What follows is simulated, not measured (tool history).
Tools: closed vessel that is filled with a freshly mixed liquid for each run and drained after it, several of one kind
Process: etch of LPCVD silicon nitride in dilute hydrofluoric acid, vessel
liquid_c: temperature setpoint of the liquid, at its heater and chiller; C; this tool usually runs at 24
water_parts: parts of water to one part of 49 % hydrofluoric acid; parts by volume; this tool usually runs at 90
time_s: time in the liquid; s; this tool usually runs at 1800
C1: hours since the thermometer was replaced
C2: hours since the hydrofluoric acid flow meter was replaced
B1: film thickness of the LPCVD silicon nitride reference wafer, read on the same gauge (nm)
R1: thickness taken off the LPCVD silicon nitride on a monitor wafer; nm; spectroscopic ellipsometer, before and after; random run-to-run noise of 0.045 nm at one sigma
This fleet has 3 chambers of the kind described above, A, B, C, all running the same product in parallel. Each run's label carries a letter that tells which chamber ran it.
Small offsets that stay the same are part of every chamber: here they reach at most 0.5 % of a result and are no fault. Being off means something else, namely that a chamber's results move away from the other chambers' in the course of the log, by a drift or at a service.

Run 1C, day 0.125: usual settings; C1 2205.7; C2 49.1; B1 129.98. Result: R1 10.284 nm.
Run 2A, day 0.254: usual settings; C1 115; C2 1074.2; B1 130.01. Result: R1 10.304 nm.
Run 3B, day 0.358: usual settings; C1 1442.4; C2 698.9; B1 130.02. Result: R1 10.235 nm.
Run 4B, day 0.533: usual settings; C1 1446.6; C2 703.1; B1 130.01. Result: R1 10.288 nm.
Run 5A, day 0.654: usual settings; C1 124.6; C2 1083.8; B1 129.99. Result: R1 10.186 nm.
Run 6C, day 0.788: usual settings but water_parts 70 parts by volume, time_s 1085 s; C1 2221.6; C2 65; B1 130. Result: R1 7.8925 nm.
Run 7B, day 0.967: usual settings but water_parts 70 parts by volume, time_s 1085 s; C1 1457; C2 713.5; B1 129.96. Result: R1 7.9361 nm.
Run 8C, day 1.142: usual settings but water_parts 70 parts by volume, time_s 1085 s; C1 2230.1; C2 73.5; B1 130. Result: R1 7.9123 nm.
Run 9A, day 1.317: usual settings; C1 140.5; C2 1099.7; B1 130.03. Result: R1 10.262 nm.
Run 10A, day 1.408: usual settings; C1 142.7; C2 1101.9; B1 130.03. Result: R1 10.276 nm.
Run 11C, day 1.575: usual settings; C1 2240.5; C2 83.9; B1 129.96. Result: R1 10.278 nm.
Run 12B, day 1.675: usual settings but water_parts 125 parts by volume, time_s 1040 s; C1 1474; C2 730.5; B1 130. Result: R1 4.2968 nm.
Run 13C, day 1.767: usual settings but water_parts 125 parts by volume, time_s 1040 s; C1 2245.1; C2 88.5; B1 129.99. Result: R1 4.3606 nm.
Run 14B, day 1.85: usual settings but water_parts 125 parts by volume, time_s 1040 s; C1 1478.2; C2 734.7; B1 130. Result: R1 4.3674 nm.
Run 15A, day 2.004: usual settings; C1 157; C2 1116.2; B1 129.99. Result: R1 10.23 nm.
Run 16A, day 2.121: usual settings; C1 159.8; C2 1119; B1 129.99. Result: R1 10.2 nm.
Run 17C, day 2.238: usual settings; C1 2256.4; C2 99.8; B1 130. Result: R1 10.324 nm.
Run 18B, day 2.429: usual settings; C1 1492.1; C2 748.6; B1 129.98. Result: R1 10.33 nm.
Run 19B, day 2.588: usual settings; C1 1495.9; C2 752.4; B1 130.02. Result: R1 10.218 nm.
Run 20A, day 2.746: usual settings; C1 174.8; C2 1134; B1 129.99. Result: R1 10.323 nm.
Run 21C, day 2.912: usual settings; C1 2272.6; C2 116; B1 130.04. Result: R1 10.28 nm.
Run 22B, day 3.004: usual settings; C1 1505.9; C2 762.4; B1 130. Result: R1 10.197 nm.
Run 23A, day 3.15: usual settings; C1 184.5; C2 1143.7; B1 129.99. Result: R1 10.254 nm.
Run 24C, day 3.254: usual settings; C1 2280.8; C2 124.2; B1 129.98. Result: R1 10.289 nm.
Run 25C, day 3.421: usual settings; C1 2284.8; C2 128.2; B1 130. Result: R1 10.29 nm.
Run 26B, day 3.567: usual settings; C1 1519.4; C2 775.9; B1 129.98. Result: R1 10.17 nm.
Run 27A, day 3.721: usual settings; C1 198.2; C2 1157.4; B1 130.01. Result: R1 10.178 nm.
Run 28B, day 3.875: usual settings; C1 1526.8; C2 783.3; B1 130.03. Result: R1 10.007 nm.
Run 29C, day 4.021: usual settings but liquid_c 20 C, water_parts 105 parts by volume; C1 2299.2; C2 142.6; B1 130.03. Result: R1 6.783 nm.
Run 30A, day 4.158: usual settings but liquid_c 20 C, water_parts 105 parts by volume; C1 208.7; C2 1167.9; B1 129.99. Result: R1 6.8121 nm.
Run 31A, day 4.312: usual settings but liquid_c 20 C, water_parts 105 parts by volume; C1 212.4; C2 1171.6; B1 130.02. Result: R1 6.7969 nm.
Run 32C, day 4.421: usual settings; C1 2308.8; C2 152.2; B1 130.01. Result: R1 10.24 nm.
Run 33B, day 4.608: usual settings; C1 1544.4; C2 800.9; B1 130. Result: R1 9.984 nm.
Run 34B, day 4.792: usual settings; C1 1548.8; C2 805.3; B1 129.99. Result: R1 10.004 nm.
Run 35C, day 4.925: usual settings; C1 2320.9; C2 164.3; B1 130.02. Result: R1 10.229 nm.
Run 36A, day 5.092: usual settings; C1 231.1; C2 1190.3; B1 129.98. Result: R1 10.171 nm.
Run 37C, day 5.212: usual settings but water_parts 125 parts by volume; C1 2327.8; C2 171.2; B1 130.01. Result: R1 7.4428 nm.
Run 38B, day 5.308: usual settings but water_parts 125 parts by volume; C1 1561.2; C2 817.7; B1 130. Result: R1 7.2417 nm.
Run 39A, day 5.425: usual settings but water_parts 125 parts by volume; C1 239.1; C2 1198.3; B1 130.03. Result: R1 7.4046 nm.
Run 40C, day 5.612: usual settings; C1 2337.4; C2 180.8; B1 130.01. Result: R1 10.27 nm.
Run 41B, day 5.775: usual settings; C1 1572.4; C2 828.9; B1 129.99. Result: R1 9.8922 nm.

All 3 chambers run these settings next. Forecast each chamber's results:
Run 42A, day 5.912: usual settings. Result: R1 ?.
Run 42B, day 5.912: usual settings. Result: R1 ?.
Run 42C, day 5.912: usual settings. Result: R1 ?.

run      R1
42A   10.28
42B  10.002
42C  10.305

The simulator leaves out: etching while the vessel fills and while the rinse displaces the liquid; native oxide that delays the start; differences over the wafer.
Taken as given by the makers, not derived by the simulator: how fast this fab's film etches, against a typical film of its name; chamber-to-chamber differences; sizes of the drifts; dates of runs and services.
